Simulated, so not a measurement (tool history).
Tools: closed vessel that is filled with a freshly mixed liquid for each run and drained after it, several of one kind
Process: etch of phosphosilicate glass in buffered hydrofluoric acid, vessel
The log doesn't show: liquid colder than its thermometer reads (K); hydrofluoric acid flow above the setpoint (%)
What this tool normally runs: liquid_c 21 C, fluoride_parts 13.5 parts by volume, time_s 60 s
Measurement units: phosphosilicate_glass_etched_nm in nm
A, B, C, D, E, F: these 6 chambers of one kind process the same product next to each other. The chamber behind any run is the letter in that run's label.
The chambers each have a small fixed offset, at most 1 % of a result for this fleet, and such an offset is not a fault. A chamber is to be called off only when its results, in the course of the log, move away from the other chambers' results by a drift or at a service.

run	hour	liquid_c	fluoride_parts	time_s	hours since the thermometer was replaced	hours since the hydrofluoric acid flow meter was replaced	read-back film thickness of the phosphosilicate glass reference wafer, read on the same gauge (nm)	phosphosilicate_glass_etched_nm
1D	7.2	21	13.5	60	460.2	1018.0	69.992	381.39
2A	14.2	21	13.5	60	941.9	1161.8	69.995	385.60
3B	20.7	21	13.5	60	81.6	1598.8	69.996	390.94
4E	25.9	21	13.5	60	176.9	33.9	70.007	390.41
5F	37.6	21	13.5	60	560.8	855.5	69.977	384.13
6C	43.9	21	13.5	60	1390.9	1867.3	70.011	376.99
7B	49.6	21	13.5	60	110.5	1627.7	70.003	383.03
8F	55.8	21	13.5	60	579.0	873.7	70.003	379.12
9C	65.1	21	13.5	60	1412.1	1888.5	70.020	379.79
10A	71.8	21	13.5	60	999.5	1219.4	70.005	387.62
11E	78.9	21	13.5	60	229.9	86.9	69.999	379.39
12D	86.7	21	13.5	60	539.7	1097.5	69.995	384.77
13A	93.8	21	13.5	60	1021.5	1241.4	69.993	387.50
14E	100.7	19	13.5	35	251.7	108.7	69.986	202.49
15B	109.9	19	13.5	35	170.8	1688.0	70.024	198.22
16C	121.7	19	13.5	35	1468.7	1945.1	69.978	200.93
17D	132.3	19	13.5	35	585.3	1143.1	70.010	200.08
18F	142.0	19	13.5	35	665.2	959.9	70.002	203.37
19B	148.3	19	13.5	35	209.2	1726.4	70.014	200.19
# hour 152.7: chamber A: hydrofluoric acid flow meter replaced
# hour 154.7: chamber C: hydrofluoric acid flow meter replaced
20A	158.9	21	13.5	60	1086.6	6.3	70.002	381.75
21C	164.1	21	13.5	60	1511.1	9.4	70.000	376.65
22F	173.1	21	13.5	60	696.3	991.0	69.987	390.76
23E	184.5	21	13.5	60	335.5	192.5	69.995	387.90
24D	190.8	21	13.5	60	643.8	1201.6	69.994	383.62
25F	200.3	21	13.5	60	723.5	1018.2	69.996	389.63
26E	210.2	21	13.5	60	361.2	218.2	70.003	384.51
27D	220.0	21	13.5	60	673.0	1230.8	70.009	378.18
28A	228.8	21	13.5	80	1156.5	76.2	69.999	516.48
29B	239.2	21	13.5	80	300.1	1817.3	70.003	515.76
30C	250.0	21	13.5	80	1597.0	95.3	70.019	509.96
31D	257.8	21	13.5	80	710.8	1268.6	70.001	511.60
32E	268.1	21	13.5	80	419.1	276.1	69.990	513.00
33C	277.4	21	13.5	80	1624.4	122.7	69.983	515.72
34B	287.6	21	13.5	60	348.5	1865.7	69.994	385.49
35F	296.5	21	13.5	60	819.7	1114.4	70.018	387.84
36A	305.1	21	13.5	60	1232.8	152.5	70.005	384.28

Next, all 6 chambers run the settings below, one line each with question marks for the results. What does each chamber give?
37A	313.6	24	13.5	60				?
37B	313.6	24	13.5	60				?
37C	313.6	24	13.5	60				?
37D	313.6	24	13.5	60				?
37E	313.6	24	13.5	60				?
37F	313.6	24	13.5	60				?

run	phosphosilicate_glass_etched_nm
37A	452.25
37B	455.38
37C	452.68
37D	450.14
37E	451.20
37F	457.27

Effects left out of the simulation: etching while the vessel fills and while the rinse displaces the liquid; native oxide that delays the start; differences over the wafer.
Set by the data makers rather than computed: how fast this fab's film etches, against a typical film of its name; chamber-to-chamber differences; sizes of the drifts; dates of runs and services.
